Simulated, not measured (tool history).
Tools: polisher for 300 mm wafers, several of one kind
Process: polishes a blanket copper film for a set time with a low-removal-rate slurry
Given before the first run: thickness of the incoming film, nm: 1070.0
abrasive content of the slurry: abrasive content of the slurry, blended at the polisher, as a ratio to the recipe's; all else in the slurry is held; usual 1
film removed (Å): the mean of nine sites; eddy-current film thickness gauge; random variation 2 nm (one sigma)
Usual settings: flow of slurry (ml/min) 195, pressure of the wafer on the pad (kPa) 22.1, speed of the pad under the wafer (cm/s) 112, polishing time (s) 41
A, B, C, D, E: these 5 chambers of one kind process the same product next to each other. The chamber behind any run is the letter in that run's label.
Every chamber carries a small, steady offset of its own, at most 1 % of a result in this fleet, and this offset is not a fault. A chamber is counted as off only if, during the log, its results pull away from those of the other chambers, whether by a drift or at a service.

run   hour  flow of slurry (ml/min)  pressure of the wafer on the pad (kPa)  speed of the pad under the wafer (cm/s)  abrasive content of the slurry  polishing time (s)  film removed (Å)
       2.1  -- chamber C: slurry nozzle cleaned
       3.8  -- chamber D: slurry blender recalibrated
 1C    7.7                      195                                    22.1                                      112                               1                  41            1802.6
       8.3  -- chamber D: worn pad replaced by a new one
 2B   14.9                      195                                    22.1                                      112                               1                  41            1760.8
 3A   25.6                      195                                    22.1                                      112                               1                  41            1771.6
 4D     34                      195                                    22.1                                      112                               1                  41            1834.1
      38.5  -- chamber A: worn pad replaced by a new one
 5E   42.6                      195                                    22.1                                      112                               1                  41            1808.8
 6A   52.6                      195                                    22.1                                      112                               1                  41            1805.5
      58.4  -- chamber B: slurry blender recalibrated
      59.6  -- chamber C: worn pad replaced by a new one
 7B     60                      195                                    22.1                                      112                               1                  41            1749.2
      62.1  -- chamber A: slurry blender recalibrated
 8D   69.7                      195                                    22.1                                      112                               1                  41            1788.9
      76.5  -- chamber E: worn pad replaced by a new one
 9C   79.6                      195                                    22.1                                      112                               1                  41            1769.5
10E   90.7                      195                                    22.1                                      112                               1                  41            1808.8
      97.5  -- chamber D: worn pad replaced by a new one
11E  103.3                      195                                    15.9                                       82                               1                  41            945.26
     110.2  -- chamber D: slurry blender recalibrated
12D  110.5                      195                                    15.9                                       82                               1                  41            956.03
13A  117.2                      195                                    15.9                                       82                               1                  41             945.5
     123.6  -- chamber A: worn pad replaced by a new one
14C  123.9                      195                                    15.9                                       82                               1                  41            951.79
15B  131.2                      195                                    15.9                                       82                               1                  41            930.65
     141.7  -- chamber C: worn pad replaced by a new one
       143  -- chamber E: slurry blender recalibrated
16A  143.1                      235                                    22.1                                      112                               1                  41            1817.3
     146.5  -- chamber A: slurry nozzle cleaned
17D  151.1                      235                                    22.1                                      112                               1                  41              1865
18B  161.3                      235                                    22.1                                      112                               1                  41            1786.3
     170.8  -- chamber E: worn pad replaced by a new one
19E  174.4                      235                                    22.1                                      112                               1                  41            1847.5
20C  182.7                      235                                    22.1                                      112                               1                  41            1841.8
       188  -- chamber D: worn pad replaced by a new one
21E    190                      195                                    22.1                                      112                               1                  41            1833.5
22A  196.6                      195                                    22.1                                      112                            0.75                  30              1213
23C  208.8                      195                                    22.1                                      112                            0.75                  30            1235.9
     210.9  -- chamber A: worn pad replaced by a new one
24D  221.8                      195                                    22.1                                      112                            0.75                  30            1242.6
     221.9  -- chamber D: slurry blender recalibrated
     223.9  -- chamber A: slurry blender recalibrated
     230.8  -- chamber C: worn pad replaced by a new one
25B  232.2                      195                                    22.1                                      112                            0.75                  30            1176.4
26E  240.2                      195                                    22.1                                      112                            0.75                  30              1242
27C  251.6                      195                                    22.1                                      112                               1                  41              1790
     256.5  -- chamber A: head pressure recalibrated
     261.1  -- chamber E: worn pad replaced by a new one
28A  262.5                      195                                    22.1                                      112                               1                  41              1815
     270.1  -- chamber D: slurry nozzle cleaned
29B  270.1                      215                                    22.1                                      148                               1                  41            2283.6
30D  278.2                      215                                    22.1                                      148                               1                  41            2392.1
     282.6  -- chamber D: worn pad replaced by a new one
     286.4  -- chamber A: worn pad replaced by a new one
31C  290.5                      215                                    22.1                                      148                               1                  41            2368.2
32D  302.5                      215                                    22.1                                      148                               1                  41              2425
       309  -- chamber E: slurry nozzle cleaned
33E  312.6                      215                                    22.1                                      148                               1                  41            2433.2
34A  322.7                      195                                    22.1                                      112                               1                  41            1765.9
     327.7  -- chamber C: worn pad replaced by a new one
     332.3  -- chamber D: slurry blender recalibrated
35B  334.5                      195                                    22.1                                      112                               1                  41            1635.7
36C  342.5                      195                                    22.1                                      112                               1                  41            1769.8
     351.8  -- chamber E: worn pad replaced by a new one
37B  355.2                      195                                    22.1                                      112                               1                  34            1318.2
     362.1  -- chamber D: worn pad replaced by a new one
38E  366.5                      195                                    22.1                                      112                               1                  34            1493.8
     369.8  -- chamber A: worn pad replaced by a new one
     372.4  -- chamber E: slurry blender recalibrated
39A  372.6                      195                                    22.1                                      112                               1                  34            1527.4
40D  380.3                      195                                    22.1                                      112                               1                  34              1517
41B  392.6                      195                                    22.1                                      112                               1                  34            1364.6
     393.8  -- chamber D: head pressure recalibrated
42D  403.7                      195                                    28.3                                       74                               1                  41            1502.2
43A  413.9                      195                                    28.3                                       74                               1                  41              1518
44E  421.8                      195                                    28.3                                       74                               1                  41              1532

Decide between three cases: one chamber stands off from its peers, the gauge reading all wafers drifts, or nothing is wrong past each chamber's small offset. Where a chamber is off, say which and what most likely put it there.

Little by little, chamber B moves away from the other chambers.
What lies behind it: removal rate lost through wear of the pad, % = 10.7.
The log may not separate it from: head's pressure below its setpoint, %.

Chamber B could run next with any of the 4 candidate recipes listed below; each alters the usual settings, and their results appear as question marks. Which one brings its results back in line with what the other chambers deliver on the usual settings?
A result is in line if it is within this distance of the other chambers' mean on the usual settings: film removed (Å) 71
45B-1  431.2                      195                                    22.1                                      104                               1                  39                 ?
45B-2  431.2                      195                                    23.4                                      120                               1                  41                 ?
45B-3  431.2                      195                                    22.1                                      106                               1                  41                 ?
45B-4  431.2                      195                                    22.1                                      114                               1                  42                 ?

The other chambers' mean on the usual settings: film removed (Å) 1799.2
  run  film removed (Å)
45B-1            1398.9
45B-2            1803.9
45B-3            1499.1
45B-4            1652.1
45B-2 brings the chamber back in line.
